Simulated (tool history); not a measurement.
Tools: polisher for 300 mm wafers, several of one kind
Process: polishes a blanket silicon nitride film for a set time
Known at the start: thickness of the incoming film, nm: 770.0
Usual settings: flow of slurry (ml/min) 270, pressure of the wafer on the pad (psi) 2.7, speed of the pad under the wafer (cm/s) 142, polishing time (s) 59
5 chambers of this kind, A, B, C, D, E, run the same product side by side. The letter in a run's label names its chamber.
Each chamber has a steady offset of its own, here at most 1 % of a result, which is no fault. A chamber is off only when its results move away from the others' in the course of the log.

| run | hour | flow of slurry (ml/min) | pressure of the wafer on the pad (psi) | speed of the pad under the wafer (cm/s) | polishing time (s) | film removed (Å) |
|---|---|---|---|---|---|---|
| 1D | 6.1 | 270 | 2.7 | 142 | 59 | 1180.7 |
|  | 8.1 | chamber D: head pressure recalibrated |
|  | 9.1 | chamber E: head pressure recalibrated |
| 2B | 11.3 | 270 | 2.7 | 142 | 59 | 1204.5 |
| 3C | 14.2 | 270 | 2.7 | 142 | 59 | 1202.1 |
| 4E | 20.2 | 270 | 2.7 | 142 | 59 | 1166.1 |
|  | 21.9 | chamber C: worn pad replaced by a new one |
|  | 23.7 | chamber A: head pressure recalibrated |
| 5A | 24.4 | 270 | 2.7 | 142 | 59 | 1226.2 |
| 6B | 30.1 | 270 | 3.3 | 142 | 59 | 1464.3 |
| 7E | 35 | 270 | 3.3 | 142 | 59 | 1453.4 |
|  | 36.6 | chamber B: worn pad replaced by a new one |
| 8A | 41.5 | 270 | 3.3 | 142 | 59 | 1477.6 |
| 9C | 45.6 | 270 | 3.3 | 142 | 59 | 1448.6 |
|  | 49.3 | chamber E: worn pad replaced by a new one |
|  | 49.3 | chamber A: worn pad replaced by a new one |
| 10D | 52.2 | 270 | 3.3 | 142 | 59 | 1446.4 |
| 11B | 55.3 | 270 | 2.7 | 142 | 59 | 1200 |
| 12D | 59 | 270 | 2.7 | 142 | 59 | 1188.6 |
| 13E | 65.6 | 270 | 2.7 | 142 | 59 | 1189.5 |
| 14C | 71.9 | 270 | 2.7 | 142 | 59 | 1198.8 |
| 15A | 77.9 | 270 | 2.7 | 142 | 59 | 1200.7 |
|  | 81.1 | chamber C: worn pad replaced by a new one |
| 16A | 83.9 | 270 | 2.7 | 142 | 59 | 1213.3 |
|  | 88 | chamber D: worn pad replaced by a new one |
| 17D | 90.3 | 270 | 2.7 | 142 | 59 | 1195.7 |
| 18B | 93.8 | 305 | 2.7 | 110 | 59 | 975.71 |
| 19C | 98.2 | 305 | 2.7 | 110 | 59 | 1006.1 |
| 20E | 101.6 | 305 | 2.7 | 110 | 59 | 996.98 |
| 21A | 107.8 | 305 | 2.7 | 110 | 59 | 1016.4 |
| 22E | 111.7 | 305 | 2.7 | 110 | 59 | 994.1 |
| 23C | 115.9 | 270 | 2.7 | 142 | 59 | 1199.6 |
| 24B | 120 | 270 | 2.7 | 142 | 59 | 1186 |
| 25D | 123.1 | 185 | 2.7 | 142 | 79 | 1521.1 |
| 26B | 127.6 | 185 | 2.7 | 142 | 79 | 1476.7 |
|  | 127.8 | chamber A: worn pad replaced by a new one |
| 27C | 131.9 | 185 | 2.7 | 142 | 79 | 1524.3 |
|  | 132.6 | chamber C: head pressure recalibrated |
|  | 132.7 | chamber C: worn pad replaced by a new one |
| 28A | 134.9 | 185 | 2.7 | 142 | 79 | 1544.9 |
| 29E | 138.5 | 185 | 2.7 | 142 | 79 | 1527.4 |
|  | 143.6 | chamber B: worn pad replaced by a new one |
| 30D | 145 | 270 | 2.7 | 142 | 59 | 1198.6 |
| 31A | 149 | 270 | 2.7 | 142 | 59 | 1210.3 |
| 32D | 154.1 | 335 | 2.7 | 142 | 59 | 1206.7 |
| 33B | 158.8 | 335 | 2.7 | 142 | 59 | 1155.6 |
| 34E | 164.4 | 335 | 2.7 | 142 | 59 | 1229.5 |
|  | 167.2 | chamber C: slurry nozzle cleaned |
|  | 167.7 | chamber B: slurry nozzle cleaned |
|  | 169.7 | chamber E: worn pad replaced by a new one |
| 35C | 170.3 | 335 | 2.7 | 142 | 59 | 1218.9 |
| 36B | 174.4 | 335 | 2.7 | 142 | 59 | 1140.9 |
| 37C | 180.1 | 270 | 2.7 | 142 | 59 | 1185.3 |
| 38A | 183.3 | 270 | 2.7 | 142 | 59 | 1212.4 |
| 39E | 189.6 | 270 | 3.1 | 142 | 69 | 1628.1 |
| 40D | 194.1 | 270 | 3.1 | 142 | 69 | 1620.9 |
|  | 196.8 | chamber D: slurry nozzle cleaned |
| 41A | 199.4 | 270 | 3.1 | 142 | 69 | 1618.6 |
| 42D | 203.3 | 270 | 3.1 | 142 | 69 | 1635.1 |
| 43B | 206.2 | 270 | 3.1 | 142 | 69 | 1484.5 |

Next, every chamber runs the same settings. What will each give?
| 44A | 210.9 | 270 | 2.7 | 142 | 51 | ? |
| 44B | 210.9 | 270 | 2.7 | 142 | 51 | ? |
| 44C | 210.9 | 270 | 2.7 | 142 | 51 | ? |
| 44D | 210.9 | 270 | 2.7 | 142 | 51 | ? |
| 44E | 210.9 | 270 | 2.7 | 142 | 51 | ? |

| run | film removed (Å) |
|---|---|
| 44A | 1042.4 |
| 44B | 944.99 |
| 44C | 1035.7 |
| 44D | 1059.6 |
| 44E | 1034.4 |
